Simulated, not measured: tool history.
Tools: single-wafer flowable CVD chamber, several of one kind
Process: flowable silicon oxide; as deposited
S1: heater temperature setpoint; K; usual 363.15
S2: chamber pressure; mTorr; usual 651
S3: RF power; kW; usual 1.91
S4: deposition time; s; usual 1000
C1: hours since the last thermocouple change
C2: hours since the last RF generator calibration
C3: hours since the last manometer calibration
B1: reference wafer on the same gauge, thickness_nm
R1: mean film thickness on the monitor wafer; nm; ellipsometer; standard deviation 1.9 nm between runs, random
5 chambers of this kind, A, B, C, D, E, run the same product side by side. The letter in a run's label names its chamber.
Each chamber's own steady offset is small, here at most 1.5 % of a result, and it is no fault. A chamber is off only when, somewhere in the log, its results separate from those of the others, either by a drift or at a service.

run   hour      S1   S2    S3    S4      C1      C2      C3      B1      R1
 1C    6.5  363.15  651  1.91  1000  1518.7     378  1949.4  538.95  630.33
 2B   13.6  363.15  651  1.91  1000  1512.7  2054.2   569.2   539.1  630.61
 3E   19.3  363.15  651  1.91  1000  1187.8   135.2   433.9  539.25  628.32
 4A   26.3  363.15  651  1.91  1000   955.4   647.8  1062.5  539.24  632.24
 5D   31.1  363.15  651  1.91  1000    1199   340.5  2417.1  539.69  634.66
 6E   37.3  363.15  651  1.91  1000  1205.8   153.2   451.9  539.21  631.92
 7C   45.4  363.15  651  1.91  1000  1557.6   416.9  1988.3  539.01  628.12
 8A     49  363.15  651  1.91  1000   978.1   670.5  1085.2  538.94  628.66
 9D   56.8  363.15  651  1.91  1000  1224.7   366.2  2442.8  539.31  638.44
10B   64.2  363.15  651  1.91  1000  1563.3  2104.8   619.8   539.1  626.47
11B   70.3  363.15  651  1.91  1120  1569.4  2110.9   625.9  538.78  703.31
12D   74.3  363.15  651  1.91  1120  1242.2   383.7  2460.3  538.86  713.79
13A   78.6  363.15  651  1.91  1120  1007.7   700.1  1114.8  538.98  707.29
14E   82.4  363.15  651  1.91  1120  1250.9   198.3     497  539.12  704.81
15C     88  363.15  651  1.91  1120  1600.2   459.5  2030.9  538.81  706.34
16E   93.3  363.15  651  1.91  1000  1261.8   209.2   507.9  539.33  631.03
        97  -- chamber D: capacitance manometer re-zeroed and calibrated
17C   99.5  363.15  651  1.91  1000  1611.7     471  2042.4  538.92  627.59
18A  106.4  363.15  651  1.91  1000  1035.5   727.9  1142.6  538.95  632.41
19D  110.3  363.15  651  1.91  1000  1278.2   419.7    13.4  538.89   638.9
20B  115.7  363.15  651  1.91  1000  1614.8  2156.3   671.3  538.97  629.04
     121.2  -- chamber B: RF generator calibrated
21E  123.7  363.15  651  1.91  1000  1292.2   239.6   538.3     539  631.72
22C  129.2  363.15  651  1.91  1000  1641.4   500.7  2072.1  538.98  630.72
23D  135.1  363.15  651  1.91  1000    1303   444.5    38.2  538.92   639.6
     135.9  -- chamber C: thermocouple changed; heater temperature recalibrated
24B  140.9  363.15  651  1.91  1000    1640    19.8   696.5  539.28  627.92
25A  147.7  363.15  651  1.91  1000  1076.8   769.2  1183.9  538.91  629.68
26C  152.7  363.15  651  1.91  1000    16.8   524.2  2095.6  538.96  644.37
27A  157.9  363.15  651  1.91  1000    1087   779.4  1194.1  539.12  629.53
28B  163.1  363.15  651  1.91  1000  1662.2      42   718.7   539.1  631.96
29D  170.3  363.15  651  1.91  1000  1338.2   479.7    73.4  539.34  635.47
30E  176.5  363.15  651  1.91  1000    1345   292.4   591.1  538.82  629.71
31A  180.9  363.15  651  1.91  1000    1110   802.4  1217.1     539  630.22
32D  184.7  363.15  651  1.91  1000  1352.6   494.1    87.8  539.13  640.19
33B  188.8  363.15  651  1.91  1000  1687.9    67.7   744.4  539.24  628.76
34C    194  363.15  651  1.91  1000    58.1   565.5  2136.9  539.08  653.57
35E    200  363.15  651  1.91  1170  1368.5   315.9   614.6  538.83  739.19
36A  204.9  363.15  651  1.91  1170    1134   826.4  1241.1  539.04  735.45
37B  210.5  363.15  651  1.91  1170  1709.6    89.4   766.1  538.61  735.63
38C  217.5  363.15  651  1.91  1170    81.6     589  2160.4  539.37  759.45
39E  222.8  363.15  651  1.91  1170  1391.3   338.7   637.4  538.73  738.91
40D  227.7  363.15  651  1.91  1000  1395.6   537.1   130.8  538.86  637.32
41E  234.6  363.15  651  1.91  1000  1403.1   350.5   649.2     539  631.29

Predict what each chamber gives when all 5 of them run the settings below next.
42A  240.4  363.15  651  1.91  1000                   ?
42B  240.4  363.15  651  1.91  1000                   ?
42C  240.4  363.15  651  1.91  1000                   ?
42D  240.4  363.15  651  1.91  1000                   ?
42E  240.4  363.15  651  1.91  1000                   ?

run      R1
42A  628.58
42B  626.66
42C  649.24
42D  637.86
42E  632.07

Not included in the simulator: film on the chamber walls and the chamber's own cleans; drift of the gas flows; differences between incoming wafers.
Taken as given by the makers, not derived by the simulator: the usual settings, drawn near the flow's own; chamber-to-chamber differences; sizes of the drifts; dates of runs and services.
